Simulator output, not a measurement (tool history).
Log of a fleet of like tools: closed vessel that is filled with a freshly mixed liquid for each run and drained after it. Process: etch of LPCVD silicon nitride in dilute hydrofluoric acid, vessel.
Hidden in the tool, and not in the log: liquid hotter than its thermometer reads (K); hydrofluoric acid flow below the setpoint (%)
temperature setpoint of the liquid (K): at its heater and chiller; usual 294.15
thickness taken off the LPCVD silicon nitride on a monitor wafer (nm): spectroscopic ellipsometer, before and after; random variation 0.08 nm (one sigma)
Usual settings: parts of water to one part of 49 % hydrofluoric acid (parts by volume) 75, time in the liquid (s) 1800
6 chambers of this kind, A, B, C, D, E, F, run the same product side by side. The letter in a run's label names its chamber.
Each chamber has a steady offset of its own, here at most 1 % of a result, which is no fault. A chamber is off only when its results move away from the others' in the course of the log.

run	hour	temperature setpoint of the liquid (K)	parts of water to one part of 49 % hydrofluoric acid (parts by volume)	time in the liquid (s)	hours since the thermometer was replaced	hours since the hydrofluoric acid flow meter was replaced	read-back film thickness of the LPCVD silicon nitride reference wafer, read on the same gauge (nm)	thickness taken off the LPCVD silicon nitride on a monitor wafer (nm)
1A	6.9	294.15	75	1800	1420.9	588.1	110.02	9.7415
2B	16.7	294.15	75	1800	264.3	568.7	110.03	9.6738
3E	22.4	294.15	75	1800	2045.1	555.4	109.99	9.9949
4D	31.8	294.15	75	1800	1377.3	376.2	109.98	9.7262
5C	38.8	294.15	75	1800	713.0	558.0	110.02	9.7583
6F	45.2	294.15	75	1800	444.4	1127.3	109.99	9.7715
7C	54.0	294.15	75	1800	728.2	573.2	110.01	9.8762
8B	61.2	294.15	75	1800	308.8	613.2	110.03	9.8256
9F	71.1	290.15	75	1800	470.3	1153.2	109.99	7.4411
10E	80.7	290.15	75	1800	2103.4	613.7	110.01	7.5261
11A	86.8	290.15	75	1800	1500.8	668.0	109.99	7.3502
12D	95.2	290.15	75	1800	1440.7	439.6	109.97	7.3553
13B	100.1	290.15	75	1800	347.7	652.1	110.03	7.2393
14C	107.0	290.15	75	1800	781.2	626.2	110.00	7.5237
15F	117.7	296.15	90	1800	516.9	1199.8	109.98	9.4096
16E	124.6	296.15	90	1800	2147.3	657.6	109.99	9.6072
17D	130.5	296.15	90	1800	1476.0	474.9	109.99	9.4121
18A	135.7	296.15	90	1800	1549.7	716.9	110.01	9.7311
19B	142.8	296.15	90	1800	390.4	694.8	109.99	9.4954
20D	150.6	296.15	90	1800	1496.1	495.0	110.02	9.3363
21E	161.4	294.15	75	1800	2184.1	694.4	110.01	10.0400
# hour 169.8: chamber D: thermometer replaced
22F	171.6	294.15	75	1800	570.8	1253.7	110.01	9.7999
23A	182.0	294.15	75	1800	1596.0	763.2	109.98	10.1900
24C	190.0	294.15	75	1800	864.2	709.2	110.01	9.8255
25A	194.9	294.15	110	1800	1608.9	776.1	110.01	7.1194
26C	200.0	294.15	110	1800	874.2	719.2	110.01	6.8964
27D	205.5	294.15	110	1800	35.7	549.9	109.99	6.6814
28E	211.2	294.15	110	1800	2233.9	744.2	110.02	6.8589
29B	217.0	294.15	110	1800	464.6	769.0	110.00	6.6204
# hour 222.0: chamber D: hydrofluoric acid flow meter replaced
30F	226.8	294.15	110	1800	626.0	1308.9	110.00	6.6524
31E	237.6	294.15	75	1800	2260.3	770.6	110.00	10.0120
32F	247.8	294.15	75	1800	647.0	1329.9	110.00	9.7610
33B	253.4	294.15	75	1800	501.0	805.4	109.98	9.6406
34D	264.1	294.15	40	1800	94.3	42.1	110.01	17.9040
35C	273.9	294.15	40	1800	948.1	793.1	109.98	17.8180
36A	281.0	294.15	40	1800	1695.0	862.2	110.01	19.6770
37C	289.9	294.15	40	1800	964.1	809.1	110.03	18.0220

Is one chamber off against the others, does the gauge drift, or is nothing wrong? If a chamber is off, say which, and what the likeliest cause is.

Chamber A drifts away from the others.
Cause: liquid hotter than its thermometer reads (K) = 1.38.
The log may not tell that from: hydrofluoric acid flow above the setpoint (%).

Here are 4 candidates for chamber A's next run, each the usual settings with a change, their results left as question marks. Which one brings its results back in line with what the others give on the usual settings?
In line means no further than this from the other chambers' mean on the usual settings: thickness taken off the LPCVD silicon nitride on a monitor wafer (nm) 0.2800
38A-1	297.9	294.65	70	1800				?
38A-2	297.9	292.65	75	1800				?
38A-3	297.9	294.65	70	1915				?
38A-4	297.9	293.65	85	1800				?

The other chambers' mean on the usual settings: thickness taken off the LPCVD silicon nitride on a monitor wafer (nm) 9.8337
run	thickness taken off the LPCVD silicon nitride on a monitor wafer (nm)
38A-1	12.0300
38A-2	9.8083
38A-3	12.7980
38A-4	9.3154
38A-2 brings the chamber back in line.
